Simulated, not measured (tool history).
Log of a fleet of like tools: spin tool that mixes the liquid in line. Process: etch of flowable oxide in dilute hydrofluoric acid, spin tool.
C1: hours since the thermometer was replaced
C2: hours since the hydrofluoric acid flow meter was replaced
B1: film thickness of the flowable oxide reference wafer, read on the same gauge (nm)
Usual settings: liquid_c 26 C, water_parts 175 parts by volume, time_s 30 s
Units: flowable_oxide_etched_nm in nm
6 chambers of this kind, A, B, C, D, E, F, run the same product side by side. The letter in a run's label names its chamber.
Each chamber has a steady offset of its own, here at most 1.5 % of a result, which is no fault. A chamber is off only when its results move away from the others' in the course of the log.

run 1B day=0.550 | liquid_c=26 water_parts=175 time_s=30 | C1=296.8 C2=596.2 | B1=60.002 | flowable_oxide_etched_nm=10.6460
run 2F day=0.904 | liquid_c=26 water_parts=175 time_s=30 | C1=431.4 C2=748.1 | B1=60.008 | flowable_oxide_etched_nm=10.5520
-- day=1.271 chamber F: hydrofluoric acid flow meter replaced
run 3A day=1.354 | liquid_c=26 water_parts=175 time_s=30 | C1=1743.5 C2=1044.4 | B1=60.018 | flowable_oxide_etched_nm=10.3410
run 4C day=1.908 | liquid_c=26 water_parts=175 time_s=30 | C1=473.0 C2=1199.5 | B1=59.996 | flowable_oxide_etched_nm=10.4860
run 5E day=2.162 | liquid_c=26 water_parts=175 time_s=30 | C1=1342.9 C2=1367.2 | B1=60.010 | flowable_oxide_etched_nm=10.7650
run 6D day=2.438 | liquid_c=26 water_parts=110 time_s=30 | C1=273.7 C2=889.7 | B1=60.000 | flowable_oxide_etched_nm=17.9860
run 7A day=2.738 | liquid_c=26 water_parts=110 time_s=30 | C1=1776.7 C2=1077.6 | B1=59.978 | flowable_oxide_etched_nm=18.1120
run 8C day=3.208 | liquid_c=26 water_parts=110 time_s=30 | C1=504.2 C2=1230.7 | B1=59.988 | flowable_oxide_etched_nm=18.1600
run 9B day=3.600 | liquid_c=26 water_parts=110 time_s=30 | C1=370.0 C2=669.4 | B1=60.008 | flowable_oxide_etched_nm=18.1160
run 10F day=3.904 | liquid_c=26 water_parts=110 time_s=30 | C1=503.4 C2=63.2 | B1=59.996 | flowable_oxide_etched_nm=18.1120
run 11D day=4.342 | liquid_c=26 water_parts=110 time_s=30 | C1=319.4 C2=935.4 | B1=60.006 | flowable_oxide_etched_nm=18.4900
run 12E day=4.846 | liquid_c=26 water_parts=175 time_s=30 | C1=1407.3 C2=1431.6 | B1=59.999 | flowable_oxide_etched_nm=10.6880
run 13D day=5.242 | liquid_c=26 water_parts=175 time_s=30 | C1=341.0 C2=957.0 | B1=60.001 | flowable_oxide_etched_nm=10.5910
run 14A day=5.492 | liquid_c=26 water_parts=135 time_s=30 | C1=1842.8 C2=1143.7 | B1=60.003 | flowable_oxide_etched_nm=14.1280
run 15F day=5.958 | liquid_c=26 water_parts=135 time_s=30 | C1=552.7 C2=112.5 | B1=60.009 | flowable_oxide_etched_nm=14.5380
run 16B day=6.292 | liquid_c=26 water_parts=135 time_s=30 | C1=434.6 C2=734.0 | B1=59.991 | flowable_oxide_etched_nm=13.9920
run 17E day=6.571 | liquid_c=26 water_parts=135 time_s=30 | C1=1448.7 C2=1473.0 | B1=59.998 | flowable_oxide_etched_nm=14.4880
run 18C day=6.812 | liquid_c=26 water_parts=135 time_s=30 | C1=590.7 C2=1317.2 | B1=59.975 | flowable_oxide_etched_nm=14.3890
run 19C day=7.338 | liquid_c=26 water_parts=135 time_s=30 | C1=603.3 C2=1329.8 | B1=59.989 | flowable_oxide_etched_nm=14.4150
run 20A day=7.704 | liquid_c=26 water_parts=175 time_s=30 | C1=1895.9 C2=1196.8 | B1=60.019 | flowable_oxide_etched_nm=10.4480
run 21B day=7.950 | liquid_c=26 water_parts=220 time_s=30 | C1=474.4 C2=773.8 | B1=59.998 | flowable_oxide_etched_nm=7.9701
run 22D day=8.338 | liquid_c=26 water_parts=220 time_s=30 | C1=415.3 C2=1031.3 | B1=60.009 | flowable_oxide_etched_nm=8.0332
run 23F day=8.679 | liquid_c=26 water_parts=220 time_s=30 | C1=618.0 C2=177.8 | B1=59.986 | flowable_oxide_etched_nm=8.0286
run 24E day=8.921 | liquid_c=26 water_parts=220 time_s=30 | C1=1505.1 C2=1529.4 | B1=59.990 | flowable_oxide_etched_nm=7.9122
-- day=9.004 chamber B: hydrofluoric acid flow meter replaced
run 25C day=9.162 | liquid_c=26 water_parts=220 time_s=30 | C1=647.1 C2=1373.6 | B1=59.988 | flowable_oxide_etched_nm=7.9240
run 26E day=9.667 | liquid_c=26 water_parts=220 time_s=30 | C1=1523.0 C2=1547.3 | B1=60.010 | flowable_oxide_etched_nm=7.9968
run 27A day=9.946 | liquid_c=26 water_parts=175 time_s=30 | C1=1949.7 C2=1250.6 | B1=60.000 | flowable_oxide_etched_nm=10.5130
run 28B day=10.300 | liquid_c=26 water_parts=175 time_s=30 | C1=530.8 C2=31.1 | B1=59.995 | flowable_oxide_etched_nm=10.4990
-- day=10.621 chamber E: hydrofluoric acid flow meter replaced
run 29D day=10.725 | liquid_c=26 water_parts=175 time_s=30 | C1=472.6 C2=1088.6 | B1=59.987 | flowable_oxide_etched_nm=10.8260
run 30F day=11.208 | liquid_c=23 water_parts=145 time_s=30 | C1=678.7 C2=238.5 | B1=59.972 | flowable_oxide_etched_nm=11.6770
run 31C day=11.550 | liquid_c=23 water_parts=145 time_s=30 | C1=704.4 C2=1430.9 | B1=60.015 | flowable_oxide_etched_nm=11.7130
run 32B day=11.962 | liquid_c=23 water_parts=145 time_s=30 | C1=570.7 C2=71.0 | B1=60.010 | flowable_oxide_etched_nm=11.7540
run 33D day=12.317 | liquid_c=23 water_parts=145 time_s=30 | C1=510.8 C2=1126.8 | B1=59.996 | flowable_oxide_etched_nm=12.2260
run 34F day=12.562 | liquid_c=23 water_parts=145 time_s=30 | C1=711.2 C2=271.0 | B1=59.989 | flowable_oxide_etched_nm=11.8540
run 35A day=12.958 | liquid_c=23 water_parts=145 time_s=30 | C1=2022.0 C2=1322.9 | B1=59.981 | flowable_oxide_etched_nm=11.5660
run 36E day=13.317 | liquid_c=26 water_parts=175 time_s=30 | C1=1610.6 C2=64.7 | B1=59.992 | flowable_oxide_etched_nm=10.4850
run 37C day=13.704 | liquid_c=26 water_parts=175 time_s=30 | C1=756.1 C2=1482.6 | B1=59.997 | flowable_oxide_etched_nm=10.4680
run 38E day=14.038 | liquid_c=26 water_parts=175 time_s=40 | C1=1627.9 C2=82.0 | B1=60.012 | flowable_oxide_etched_nm=14.1490
run 39A day=14.583 | liquid_c=26 water_parts=175 time_s=40 | C1=2061.0 C2=1361.9 | B1=59.988 | flowable_oxide_etched_nm=13.8280
run 40F day=14.942 | liquid_c=26 water_parts=175 time_s=40 | C1=768.3 C2=328.1 | B1=60.005 | flowable_oxide_etched_nm=14.1120
run 41B day=15.346 | liquid_c=26 water_parts=175 time_s=40 | C1=651.9 C2=152.2 | B1=59.995 | flowable_oxide_etched_nm=14.1710

Next, every chamber runs the same settings. What will each give?
run 42A day=15.746 | liquid_c=26 water_parts=90 time_s=30 | flowable_oxide_etched_nm=?
run 42B day=15.746 | liquid_c=26 water_parts=90 time_s=30 | flowable_oxide_etched_nm=?
run 42C day=15.746 | liquid_c=26 water_parts=90 time_s=30 | flowable_oxide_etched_nm=?
run 42D day=15.746 | liquid_c=26 water_parts=90 time_s=30 | flowable_oxide_etched_nm=?
run 42E day=15.746 | liquid_c=26 water_parts=90 time_s=30 | flowable_oxide_etched_nm=?
run 42F day=15.746 | liquid_c=26 water_parts=90 time_s=30 | flowable_oxide_etched_nm=?

run=42A flowable_oxide_etched_nm=22.4850
run=42B flowable_oxide_etched_nm=22.2840
run=42C flowable_oxide_etched_nm=22.8160
run=42D flowable_oxide_etched_nm=24.0480
run=42E flowable_oxide_etched_nm=23.3010
run=42F flowable_oxide_etched_nm=22.4940
